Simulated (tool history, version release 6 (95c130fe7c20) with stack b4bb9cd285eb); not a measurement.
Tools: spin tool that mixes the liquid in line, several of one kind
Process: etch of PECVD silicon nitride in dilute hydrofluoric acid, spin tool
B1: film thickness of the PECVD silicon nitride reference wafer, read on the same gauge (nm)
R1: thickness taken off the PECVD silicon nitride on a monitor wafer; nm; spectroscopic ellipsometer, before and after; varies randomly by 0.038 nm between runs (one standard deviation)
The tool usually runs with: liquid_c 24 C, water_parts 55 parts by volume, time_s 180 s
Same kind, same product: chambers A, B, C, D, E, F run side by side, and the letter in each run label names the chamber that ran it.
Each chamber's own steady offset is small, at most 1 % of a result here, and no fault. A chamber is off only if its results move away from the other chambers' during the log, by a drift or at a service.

Run 1A, day 0.246: usual settings; B1 59.994. Result: R1 5.9835 nm.
Run 2C, day 0.508: usual settings; B1 60.005. Result: R1 6.0495 nm.
Run 3D, day 0.875: usual settings; B1 60.013. Result: R1 6.1001 nm.
Run 4B, day 1.112: usual settings; B1 59.997. Result: R1 6.0211 nm.
Run 5F, day 1.425: usual settings; B1 60.018. Result: R1 6.0617 nm.
Run 6E, day 1.742: usual settings; B1 60.026. Result: R1 6.1138 nm.
Run 7C, day 2.108: usual settings; B1 60.002. Result: R1 6.0409 nm.
Run 8B, day 2.479: usual settings; B1 59.982. Result: R1 6.0613 nm.
Run 9A, day 2.708: usual settings but time_s 140 s; B1 60.012. Result: R1 4.7086 nm.
Run 10E, day 2.875: usual settings but time_s 140 s; B1 59.987. Result: R1 4.7037 nm.
Run 11F, day 3.179: usual settings but time_s 140 s; B1 59.984. Result: R1 4.6781 nm.
Run 12D, day 3.396: usual settings but time_s 140 s; B1 59.997. Result: R1 4.6242 nm.
Run 13B, day 3.575: usual settings but time_s 140 s; B1 60.011. Result: R1 4.7317 nm.
Run 14F, day 3.788: usual settings but time_s 140 s; B1 60.003. Result: R1 4.7586 nm.
Run 15C, day 4.042: usual settings; B1 60.007. Result: R1 6.0705 nm.
Run 16D, day 4.271: usual settings; B1 59.978. Result: R1 6.0503 nm.
Run 17A, day 4.496: usual settings; B1 60.001. Result: R1 6.0827 nm.
Run 18E, day 4.808: usual settings; B1 59.997. Result: R1 6.0928 nm.
Run 19A, day 4.979: usual settings; B1 60.029. Result: R1 5.9644 nm.
Run 20E, day 5.304: usual settings; B1 59.984. Result: R1 6.1005 nm.
Run 21C, day 5.517: usual settings; B1 60.001. Result: R1 6.032 nm.
At day 5.617: chamber C: thermometer replaced.
Run 22D, day 5.762: usual settings but water_parts 30 parts by volume, time_s 215 s; B1 60.014. Result: R1 13.208 nm.
Run 23B, day 5.992: usual settings but water_parts 30 parts by volume, time_s 215 s; B1 59.992. Result: R1 13.016 nm.
Run 24F, day 6.342: usual settings but water_parts 30 parts by volume, time_s 215 s; B1 60.022. Result: R1 13.111 nm.
Run 25F, day 6.638: usual settings but water_parts 30 parts by volume, time_s 215 s; B1 59.991. Result: R1 13.031 nm.
Run 26E, day 6.925: usual settings but water_parts 30 parts by volume, time_s 215 s; B1 59.994. Result: R1 13.232 nm.
Run 27A, day 7.292: usual settings but water_parts 30 parts by volume, time_s 215 s; B1 59.996. Result: R1 13.003 nm.
Run 28B, day 7.575: usual settings but time_s 130 s; B1 59.992. Result: R1 4.3789 nm.
At day 7.721: chamber C: hydrofluoric acid flow meter replaced.
Run 29D, day 7.754: usual settings but time_s 130 s; B1 59.995. Result: R1 4.3919 nm.
Run 30C, day 7.988: usual settings but time_s 130 s; B1 59.985. Result: R1 4.3655 nm.
Run 31A, day 8.271: usual settings but time_s 130 s; B1 59.992. Result: R1 4.3029 nm.
Run 32D, day 8.442: usual settings but time_s 130 s; B1 60.015. Result: R1 4.3533 nm.
Run 33E, day 8.654: usual settings but time_s 130 s; B1 60.009. Result: R1 4.3753 nm.
Run 34B, day 8.862: usual settings; B1 59.97. Result: R1 6.0572 nm.
Run 35F, day 9.104: usual settings; B1 59.99. Result: R1 6.1065 nm.
Run 36C, day 9.358: usual settings; B1 59.993. Result: R1 6.0598 nm.
Run 37D, day 9.696: usual settings; B1 60.003. Result: R1 6.0619 nm.
At day 9.825: chamber A: thermometer replaced.
Run 38B, day 9.871: usual settings; B1 59.992. Result: R1 6.0474 nm.
Run 39C, day 10.054: usual settings but water_parts 80 parts by volume; B1 60.012. Result: R1 4.1599 nm.
Run 40A, day 10.233: usual settings but water_parts 80 parts by volume; B1 59.999. Result: R1 4.1207 nm.
Run 41F, day 10.425: usual settings but water_parts 80 parts by volume; B1 59.986. Result: R1 4.1501 nm.
Run 42E, day 10.646: usual settings but water_parts 80 parts by volume; B1 60.001. Result: R1 4.1823 nm.
Run 43F, day 10.933: usual settings but water_parts 80 parts by volume; B1 59.976. Result: R1 4.1674 nm.

Is one chamber out of step, is the gauge drifting, or do the chambers differ by no more than their own small offsets? For an off chamber, give its letter and the likeliest cause.

No chamber stands off beyond its own small offset, and the gauge holds steady.
